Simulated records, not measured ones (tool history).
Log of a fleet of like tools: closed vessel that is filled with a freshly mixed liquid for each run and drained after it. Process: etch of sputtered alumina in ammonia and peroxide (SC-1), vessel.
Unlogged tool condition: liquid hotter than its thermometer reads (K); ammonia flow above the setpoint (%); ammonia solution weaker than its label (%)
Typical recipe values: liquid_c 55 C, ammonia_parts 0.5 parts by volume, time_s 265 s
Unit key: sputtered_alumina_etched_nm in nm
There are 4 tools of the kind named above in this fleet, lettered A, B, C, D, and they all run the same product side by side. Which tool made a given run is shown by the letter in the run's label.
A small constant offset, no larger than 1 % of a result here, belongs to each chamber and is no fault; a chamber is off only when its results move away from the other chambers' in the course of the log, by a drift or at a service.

| run | day | liquid_c | ammonia_parts | time_s | hours since the thermometer was replaced | hours since the ammonia flow meter was replaced | hours since the drum of ammonia solution was connected | read-back film thickness of the sputtered alumina reference wafer, read on the same gauge (nm) | sputtered_alumina_etched_nm |
|---|---|---|---|---|---|---|---|---|---|
| 1B | 0.367 | 55 | 0.5 | 265 | 916.1 | 159.7 | 34.8 | 150.01 | 21.734 |
| 2A | 0.658 | 55 | 0.5 | 265 | 422.4 | 336.3 | 41.4 | 149.94 | 21.289 |
| 3C | 0.871 | 55 | 0.5 | 265 | 1695.0 | 214.7 | 206.4 | 150.00 | 21.540 |
| 4D | 1.125 | 55 | 0.5 | 265 | 1610.3 | 248.5 | 112.5 | 150.02 | 21.357 |
| 5D | 1.475 | 55 | 0.5 | 265 | 1618.7 | 256.9 | 120.9 | 149.98 | 21.545 |
| 6C | 1.717 | 55 | 0.7 | 265 | 1715.3 | 235.0 | 226.7 | 149.97 | 22.022 |
| 7B | 2.067 | 55 | 0.7 | 265 | 956.9 | 200.5 | 75.6 | 150.03 | 22.177 |
| 8A | 2.333 | 55 | 0.7 | 265 | 462.6 | 376.5 | 81.6 | 149.99 | 22.059 |
| 9A | 2.696 | 55 | 0.7 | 265 | 471.3 | 385.2 | 90.3 | 150.03 | 21.951 |
| 10D | 3.079 | 55 | 0.5 | 265 | 1657.2 | 295.4 | 159.4 | 150.03 | 21.590 |
| 11B | 3.312 | 55 | 0.5 | 265 | 986.8 | 230.4 | 105.5 | 149.98 | 21.564 |
| 12C | 3.550 | 55 | 0.5 | 265 | 1759.3 | 279.0 | 270.7 | 149.99 | 21.399 |
| 13A | 3.942 | 55 | 0.5 | 265 | 501.2 | 415.1 | 120.2 | 149.91 | 21.287 |
| 14D | 4.246 | 55 | 0.5 | 265 | 1685.2 | 323.4 | 187.4 | 150.02 | 21.610 |
| 15C | 4.512 | 55 | 0.5 | 265 | 1782.4 | 302.1 | 293.8 | 150.00 | 21.261 |
| 16B | 4.758 | 65 | 0.5 | 400 | 1021.5 | 265.1 | 140.2 | 149.94 | 53.805 |
| 17C | 5.017 | 65 | 0.5 | 400 | 1794.5 | 314.2 | 305.9 | 149.95 | 54.247 |
| 18D | 5.300 | 65 | 0.5 | 400 | 1710.5 | 348.7 | 212.7 | 150.00 | 54.875 |
| 19B | 5.650 | 65 | 0.5 | 400 | 1042.9 | 286.5 | 161.6 | 150.04 | 53.987 |
| 20A | 5.838 | 55 | 0.5 | 265 | 546.7 | 460.6 | 165.7 | 150.00 | 21.301 |
| 21D | 6.200 | 55 | 0.5 | 265 | 1732.1 | 370.3 | 234.3 | 149.99 | 21.842 |
| 22A | 6.542 | 55 | 0.5 | 265 | 563.6 | 477.5 | 182.6 | 150.02 | 21.215 |
| 23C | 6.812 | 55 | 0.5 | 265 | 1837.6 | 357.3 | 349.0 | 150.04 | 21.417 |
| 24B | 7.067 | 55 | 0.5 | 265 | 1076.9 | 320.5 | 195.6 | 150.02 | 21.404 |
| 25B | 7.317 | 55 | 0.5 | 265 | 1082.9 | 326.5 | 201.6 | 149.99 | 21.680 |

Is one chamber out of step, is the gauge drifting, or do the chambers differ by no more than their own small offsets? For an off chamber, give its letter and the likeliest cause.

Chamber D drifts away from the others.
Likeliest cause: liquid hotter than its thermometer reads (K) = 0.663.

Which of the 4 candidates below, each the usual settings with something changed and its results left as question marks, puts chamber D back in line with what the other chambers give on the usual settings?
A result is in line if it is within this distance of the other chambers' mean on the usual settings: sputtered_alumina_etched_nm 0.380 nm
| 26D-1 | 7.604 | 55.0 | 0.5 | 255 |  |  |  |  | ? |
| 26D-2 | 7.604 | 55.0 | 0.5 | 285 |  |  |  |  | ? |
| 26D-3 | 7.604 | 54.5 | 0.5 | 255 |  |  |  |  | ? |
| 26D-4 | 7.604 | 55.0 | 0.7 | 265 |  |  |  |  | ? |

Average result of the remaining chambers running the usual settings: sputtered_alumina_etched_nm 21.352 nm
| run | sputtered_alumina_etched_nm |
|---|---|
| 26D-1 | 21.313 |
| 26D-2 | 23.821 |
| 26D-3 | 20.756 |
| 26D-4 | 22.865 |
Change 26D-1 lands the chamber within the allowed miss of the other chambers.
